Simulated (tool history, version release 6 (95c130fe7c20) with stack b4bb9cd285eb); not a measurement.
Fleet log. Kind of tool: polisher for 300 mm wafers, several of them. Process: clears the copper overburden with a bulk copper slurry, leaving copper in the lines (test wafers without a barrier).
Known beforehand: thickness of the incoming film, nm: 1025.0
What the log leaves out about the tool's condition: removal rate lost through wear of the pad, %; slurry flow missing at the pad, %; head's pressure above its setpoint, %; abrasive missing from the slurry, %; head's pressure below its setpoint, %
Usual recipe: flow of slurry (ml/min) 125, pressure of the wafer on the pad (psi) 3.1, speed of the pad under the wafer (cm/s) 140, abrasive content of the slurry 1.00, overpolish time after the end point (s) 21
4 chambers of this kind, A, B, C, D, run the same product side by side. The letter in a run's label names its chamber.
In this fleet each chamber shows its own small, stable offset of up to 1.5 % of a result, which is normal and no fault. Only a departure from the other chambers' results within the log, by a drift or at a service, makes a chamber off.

| run | hour | flow of slurry (ml/min) | pressure of the wafer on the pad (psi) | speed of the pad under the wafer (cm/s) | abrasive content of the slurry | overpolish time after the end point (s) | wafers polished on this pad | hours since the slurry nozzle was cleaned | hours since the head pressure was calibrated | hours since the slurry blender was calibrated | time until the end point was called (s) | dishing of a wide line in a test structure (Å) |
|---|---|---|---|---|---|---|---|---|---|---|---|---|
| 1D | 4.9 | 125 | 3.1 | 140 | 1.00 | 21 | 698 | 741.0 | 263.0 | 64.3 | 66.575 | 1316.90 |
|  | 8.9 | chamber B: worn pad replaced by a new one |
| 2A | 9.0 | 125 | 3.1 | 140 | 1.00 | 21 | 588 | 138.4 | 800.7 | 180.8 | 67.814 | 1395.20 |
|  | 11.0 | chamber A: worn pad replaced by a new one |
| 3C | 14.9 | 125 | 3.1 | 140 | 1.00 | 21 | 607 | 223.3 | 39.7 | 249.7 | 68.077 | 1380.50 |
| 4B | 21.3 | 125 | 3.1 | 140 | 1.00 | 21 | 129 | 203.6 | 148.5 | 311.9 | 67.984 | 1433.40 |
| 5A | 25.6 | 125 | 3.1 | 140 | 1.00 | 21 | 152 | 155.0 | 817.3 | 197.4 | 69.051 | 1412.10 |
| 6D | 31.4 | 125 | 3.1 | 172 | 1.00 | 21 | 975 | 767.5 | 289.5 | 90.8 | 55.475 | 1554.00 |
| 7B | 38.8 | 125 | 3.1 | 172 | 1.00 | 21 | 312 | 221.1 | 166.0 | 329.4 | 56.430 | 1531.20 |
|  | 42.4 | chamber B: slurry blender recalibrated |
| 8C | 46.0 | 125 | 3.1 | 172 | 1.00 | 21 | 932 | 254.4 | 70.8 | 280.8 | 53.915 | 1555.30 |
| 9A | 54.9 | 125 | 3.1 | 172 | 1.00 | 21 | 458 | 184.3 | 846.6 | 226.7 | 56.387 | 1537.50 |
|  | 59.9 | chamber A: worn pad replaced by a new one |
| 10C | 61.4 | 125 | 3.1 | 140 | 1.00 | 21 | 1093 | 269.8 | 86.2 | 296.2 | 67.819 | 1395.40 |
| 11B | 66.9 | 125 | 3.1 | 140 | 1.00 | 21 | 606 | 249.2 | 194.1 | 24.5 | 67.833 | 1419.80 |
|  | 69.5 | chamber B: worn pad replaced by a new one |
|  | 71.5 | chamber A: slurry blender recalibrated |
| 12D | 74.5 | 125 | 3.1 | 140 | 1.00 | 21 | 1425 | 810.6 | 332.6 | 133.9 | 67.966 | 1398.80 |
| 13B | 79.7 | 125 | 3.1 | 140 | 1.00 | 21 | 106 | 262.0 | 206.9 | 37.3 | 69.265 | 1367.00 |
| 14A | 83.8 | 110 | 2.0 | 140 | 1.00 | 21 | 250 | 213.2 | 875.5 | 12.4 | 109.220 | 985.17 |
|  | 84.7 | chamber D: worn pad replaced by a new one |
|  | 86.6 | chamber D: slurry nozzle cleaned |
| 15D | 91.3 | 110 | 2.0 | 140 | 1.00 | 21 | 69 | 4.8 | 349.4 | 150.7 | 108.420 | 1015.90 |
|  | 92.1 | chamber B: slurry nozzle cleaned |
| 16C | 98.1 | 110 | 2.0 | 140 | 1.00 | 21 | 1476 | 306.5 | 122.9 | 332.9 | 109.310 | 980.15 |
| 17C | 102.6 | 110 | 2.0 | 140 | 1.00 | 21 | 1523 | 311.0 | 127.4 | 337.4 | 110.560 | 999.69 |
|  | 107.2 | chamber C: worn pad replaced by a new one |
| 18D | 108.7 | 125 | 3.1 | 140 | 1.00 | 21 | 250 | 22.2 | 366.8 | 168.1 | 65.686 | 1428.90 |
|  | 109.7 | chamber A: worn pad replaced by a new one |
| 19A | 113.3 | 125 | 3.1 | 140 | 1.00 | 21 | 38 | 242.7 | 905.0 | 41.9 | 68.471 | 1373.30 |
|  | 116.1 | chamber D: slurry blender recalibrated |
|  | 116.8 | chamber C: slurry nozzle cleaned |
| 20B | 122.2 | 125 | 3.1 | 140 | 1.00 | 21 | 550 | 30.2 | 249.4 | 79.8 | 66.924 | 1388.00 |
| 21D | 128.7 | 125 | 3.1 | 140 | 1.00 | 21 | 459 | 42.2 | 386.8 | 12.7 | 66.867 | 1383.70 |
|  | 132.1 | chamber A: head pressure recalibrated |
| 22A | 137.2 | 125 | 3.1 | 140 | 1.00 | 21 | 288 | 266.6 | 5.2 | 65.8 | 64.944 | 1411.90 |
|  | 137.7 | chamber B: worn pad replaced by a new one |
| 23C | 146.1 | 125 | 3.1 | 140 | 1.00 | 21 | 407 | 29.4 | 170.9 | 380.9 | 67.585 | 1372.00 |
| 24B | 150.3 | 125 | 3.1 | 140 | 1.00 | 21 | 131 | 58.3 | 277.5 | 107.9 | 67.973 | 1483.00 |
| 25A | 155.5 | 125 | 3.1 | 140 | 1.00 | 21 | 479 | 284.9 | 23.5 | 84.1 | 63.973 | 1426.60 |
| 26B | 162.9 | 125 | 3.1 | 140 | 1.00 | 21 | 263 | 70.9 | 290.1 | 120.5 | 69.333 | 1373.30 |
|  | 167.5 | chamber A: worn pad replaced by a new one |
| 27D | 168.9 | 125 | 3.1 | 140 | 1.00 | 21 | 879 | 82.4 | 427.0 | 52.9 | 67.325 | 1420.40 |
| 28C | 176.8 | 125 | 3.1 | 140 | 1.00 | 21 | 728 | 60.1 | 201.6 | 411.6 | 69.917 | 1361.60 |
|  | 177.2 | chamber C: slurry blender recalibrated |
| 29D | 184.9 | 125 | 3.1 | 186 | 1.15 | 21 | 1047 | 98.4 | 443.0 | 68.9 | 49.628 | 1602.00 |
| 30B | 190.3 | 125 | 3.1 | 186 | 1.15 | 21 | 549 | 98.3 | 317.5 | 147.9 | 50.536 | 1639.30 |
| 31A | 194.2 | 125 | 3.1 | 186 | 1.15 | 21 | 279 | 323.6 | 62.2 | 122.8 | 46.237 | 1609.40 |
| 32C | 202.0 | 125 | 3.1 | 186 | 1.15 | 21 | 991 | 85.3 | 226.8 | 24.8 | 49.984 | 1514.50 |
| 33C | 206.2 | 125 | 3.1 | 140 | 1.00 | 21 | 1035 | 89.5 | 231.0 | 29.0 | 67.308 | 1419.10 |

All chambers now run identical settings, listed one chamber a line with results as question marks. What results will each chamber show?
| 34A | 212.7 | 125 | 3.1 | 140 | 1.00 | 13 |  |  |  |  | ? | ? |
| 34B | 212.7 | 125 | 3.1 | 140 | 1.00 | 13 |  |  |  |  | ? | ? |
| 34C | 212.7 | 125 | 3.1 | 140 | 1.00 | 13 |  |  |  |  | ? | ? |
| 34D | 212.7 | 125 | 3.1 | 140 | 1.00 | 13 |  |  |  |  | ? | ? |

| run | time until the end point was called (s) | dishing of a wide line in a test structure (Å) |
|---|---|---|
| 34A | 63.911 | 1132.70 |
| 34B | 69.613 | 1090.60 |
| 34C | 68.249 | 1077.20 |
| 34D | 67.328 | 1079.00 |
